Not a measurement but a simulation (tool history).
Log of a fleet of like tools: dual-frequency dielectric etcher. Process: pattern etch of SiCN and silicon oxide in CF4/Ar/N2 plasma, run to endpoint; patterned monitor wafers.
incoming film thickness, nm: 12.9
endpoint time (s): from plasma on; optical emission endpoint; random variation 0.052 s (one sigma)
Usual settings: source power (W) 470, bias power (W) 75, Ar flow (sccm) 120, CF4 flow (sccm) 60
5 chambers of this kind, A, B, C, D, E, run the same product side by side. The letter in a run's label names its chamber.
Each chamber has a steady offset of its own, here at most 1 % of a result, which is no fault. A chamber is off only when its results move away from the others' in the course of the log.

run 1B day=0.346 | source_power_(W)=470 bias_power_(W)=75 Ar_flow_(sccm)=120 CF4_flow_(sccm)=60 | endpoint_time_(s)=14.926
run 2A day=0.508 | source_power_(W)=470 bias_power_(W)=75 Ar_flow_(sccm)=120 CF4_flow_(sccm)=60 | endpoint_time_(s)=15.076
run 3C day=0.767 | source_power_(W)=470 bias_power_(W)=75 Ar_flow_(sccm)=120 CF4_flow_(sccm)=60 | endpoint_time_(s)=14.867
run 4D day=1.067 | source_power_(W)=470 bias_power_(W)=75 Ar_flow_(sccm)=120 CF4_flow_(sccm)=60 | endpoint_time_(s)=14.81
run 5E day=1.408 | source_power_(W)=470 bias_power_(W)=75 Ar_flow_(sccm)=120 CF4_flow_(sccm)=60 | endpoint_time_(s)=14.899
run 6E day=1.562 | source_power_(W)=470 bias_power_(W)=75 Ar_flow_(sccm)=120 CF4_flow_(sccm)=54 | endpoint_time_(s)=15.172
-- day=1.796 chamber B: wet clean of the chamber
run 7C day=1.808 | source_power_(W)=470 bias_power_(W)=75 Ar_flow_(sccm)=120 CF4_flow_(sccm)=54 | endpoint_time_(s)=15.146
run 8B day=2.029 | source_power_(W)=470 bias_power_(W)=75 Ar_flow_(sccm)=120 CF4_flow_(sccm)=54 | endpoint_time_(s)=15.246
-- day=2.075 chamber E: wet clean of the chamber
run 9D day=2.275 | source_power_(W)=470 bias_power_(W)=75 Ar_flow_(sccm)=120 CF4_flow_(sccm)=54 | endpoint_time_(s)=15.117
run 10A day=2.479 | source_power_(W)=470 bias_power_(W)=75 Ar_flow_(sccm)=120 CF4_flow_(sccm)=54 | endpoint_time_(s)=15.362
run 11A day=2.712 | source_power_(W)=470 bias_power_(W)=75 Ar_flow_(sccm)=120 CF4_flow_(sccm)=49 | endpoint_time_(s)=15.554
run 12D day=2.862 | source_power_(W)=470 bias_power_(W)=75 Ar_flow_(sccm)=120 CF4_flow_(sccm)=49 | endpoint_time_(s)=15.345
run 13C day=3.142 | source_power_(W)=470 bias_power_(W)=75 Ar_flow_(sccm)=120 CF4_flow_(sccm)=49 | endpoint_time_(s)=15.354
run 14B day=3.346 | source_power_(W)=470 bias_power_(W)=75 Ar_flow_(sccm)=120 CF4_flow_(sccm)=49 | endpoint_time_(s)=15.502
run 15E day=3.633 | source_power_(W)=470 bias_power_(W)=75 Ar_flow_(sccm)=120 CF4_flow_(sccm)=49 | endpoint_time_(s)=15.508
run 16C day=3.8 | source_power_(W)=470 bias_power_(W)=75 Ar_flow_(sccm)=120 CF4_flow_(sccm)=60 | endpoint_time_(s)=14.902
run 17E day=4.133 | source_power_(W)=470 bias_power_(W)=75 Ar_flow_(sccm)=120 CF4_flow_(sccm)=60 | endpoint_time_(s)=15.022
run 18D day=4.288 | source_power_(W)=470 bias_power_(W)=75 Ar_flow_(sccm)=120 CF4_flow_(sccm)=60 | endpoint_time_(s)=14.732
run 19A day=4.542 | source_power_(W)=470 bias_power_(W)=75 Ar_flow_(sccm)=120 CF4_flow_(sccm)=60 | endpoint_time_(s)=15.029
run 20B day=4.788 | source_power_(W)=470 bias_power_(W)=75 Ar_flow_(sccm)=120 CF4_flow_(sccm)=60 | endpoint_time_(s)=15.092
run 21B day=5.133 | source_power_(W)=470 bias_power_(W)=75 Ar_flow_(sccm)=120 CF4_flow_(sccm)=60 | endpoint_time_(s)=14.959
run 22C day=5.433 | source_power_(W)=470 bias_power_(W)=75 Ar_flow_(sccm)=120 CF4_flow_(sccm)=60 | endpoint_time_(s)=15.003
run 23A day=5.762 | source_power_(W)=390 bias_power_(W)=83 Ar_flow_(sccm)=120 CF4_flow_(sccm)=60 | endpoint_time_(s)=17.188
run 24E day=6.083 | source_power_(W)=390 bias_power_(W)=83 Ar_flow_(sccm)=120 CF4_flow_(sccm)=60 | endpoint_time_(s)=17.169
run 25D day=6.258 | source_power_(W)=390 bias_power_(W)=83 Ar_flow_(sccm)=120 CF4_flow_(sccm)=60 | endpoint_time_(s)=16.832
run 26A day=6.438 | source_power_(W)=390 bias_power_(W)=83 Ar_flow_(sccm)=120 CF4_flow_(sccm)=60 | endpoint_time_(s)=17.165
run 27B day=6.662 | source_power_(W)=390 bias_power_(W)=83 Ar_flow_(sccm)=120 CF4_flow_(sccm)=60 | endpoint_time_(s)=17.061
run 28C day=6.967 | source_power_(W)=470 bias_power_(W)=75 Ar_flow_(sccm)=120 CF4_flow_(sccm)=60 | endpoint_time_(s)=14.853
run 29E day=7.246 | source_power_(W)=470 bias_power_(W)=75 Ar_flow_(sccm)=120 CF4_flow_(sccm)=60 | endpoint_time_(s)=15.208
run 30D day=7.442 | source_power_(W)=470 bias_power_(W)=75 Ar_flow_(sccm)=120 CF4_flow_(sccm)=60 | endpoint_time_(s)=14.822
-- day=7.542 chamber A: wet clean of the chamber
run 31A day=7.633 | source_power_(W)=470 bias_power_(W)=75 Ar_flow_(sccm)=120 CF4_flow_(sccm)=60 | endpoint_time_(s)=15.065
run 32B day=7.946 | source_power_(W)=470 bias_power_(W)=75 Ar_flow_(sccm)=120 CF4_flow_(sccm)=60 | endpoint_time_(s)=15.033
run 33E day=8.142 | source_power_(W)=470 bias_power_(W)=75 Ar_flow_(sccm)=120 CF4_flow_(sccm)=60 | endpoint_time_(s)=15.237
run 34C day=8.358 | source_power_(W)=470 bias_power_(W)=75 Ar_flow_(sccm)=120 CF4_flow_(sccm)=60 | endpoint_time_(s)=14.923
-- day=8.542 chamber C: wet clean of the chamber
run 35D day=8.579 | source_power_(W)=470 bias_power_(W)=75 Ar_flow_(sccm)=120 CF4_flow_(sccm)=60 | endpoint_time_(s)=14.854
run 36A day=8.767 | source_power_(W)=470 bias_power_(W)=75 Ar_flow_(sccm)=120 CF4_flow_(sccm)=60 | endpoint_time_(s)=14.978
run 37D day=8.962 | source_power_(W)=470 bias_power_(W)=75 Ar_flow_(sccm)=120 CF4_flow_(sccm)=60 | endpoint_time_(s)=14.915
run 38C day=9.229 | source_power_(W)=470 bias_power_(W)=75 Ar_flow_(sccm)=120 CF4_flow_(sccm)=54 | endpoint_time_(s)=15.239
run 39B day=9.458 | source_power_(W)=470 bias_power_(W)=75 Ar_flow_(sccm)=120 CF4_flow_(sccm)=54 | endpoint_time_(s)=15.257
run 40E day=9.733 | source_power_(W)=470 bias_power_(W)=75 Ar_flow_(sccm)=120 CF4_flow_(sccm)=54 | endpoint_time_(s)=15.632
run 41C day=9.896 | source_power_(W)=470 bias_power_(W)=75 Ar_flow_(sccm)=120 CF4_flow_(sccm)=54 | endpoint_time_(s)=15.331
run 42B day=10.058 | source_power_(W)=470 bias_power_(W)=75 Ar_flow_(sccm)=120 CF4_flow_(sccm)=54 | endpoint_time_(s)=15.286
run 43D day=10.321 | source_power_(W)=470 bias_power_(W)=75 Ar_flow_(sccm)=120 CF4_flow_(sccm)=60 | endpoint_time_(s)=14.763
run 44E day=10.6 | source_power_(W)=470 bias_power_(W)=75 Ar_flow_(sccm)=120 CF4_flow_(sccm)=60 | endpoint_time_(s)=15.481

Is one chamber off against the others, does the gauge drift, or is nothing wrong? If a chamber is off, say which, and what the likeliest cause is.

Chamber E drifts away from the others.
Cause: source power that arrives under what is set, % = 4.1.

Here are 4 candidates for chamber E's next run, each the usual settings with a change, their results left as question marks. Which one brings its results back in line with what the others give on the usual settings?
In line means no further than this from the other chambers' mean on the usual settings: endpoint time (s) 0.18
run 45E-1 day=10.85 | source_power_(W)=470 bias_power_(W)=75 Ar_flow_(sccm)=82 CF4_flow_(sccm)=60 | endpoint_time_(s)=?
run 45E-2 day=10.85 | source_power_(W)=470 bias_power_(W)=65 Ar_flow_(sccm)=120 CF4_flow_(sccm)=57 | endpoint_time_(s)=?
run 45E-3 day=10.85 | source_power_(W)=470 bias_power_(W)=70 Ar_flow_(sccm)=123 CF4_flow_(sccm)=58 | endpoint_time_(s)=?
run 45E-4 day=10.85 | source_power_(W)=470 bias_power_(W)=75 Ar_flow_(sccm)=108 CF4_flow_(sccm)=66 | endpoint_time_(s)=?

The other chambers' mean on the usual settings: endpoint time (s) 14.975
run=45E-1 endpoint_time_(s)=14.536
run=45E-2 endpoint_time_(s)=16.354
run=45E-3 endpoint_time_(s)=15.955
run=45E-4 endpoint_time_(s)=14.948
45E-4 brings the chamber back in line.

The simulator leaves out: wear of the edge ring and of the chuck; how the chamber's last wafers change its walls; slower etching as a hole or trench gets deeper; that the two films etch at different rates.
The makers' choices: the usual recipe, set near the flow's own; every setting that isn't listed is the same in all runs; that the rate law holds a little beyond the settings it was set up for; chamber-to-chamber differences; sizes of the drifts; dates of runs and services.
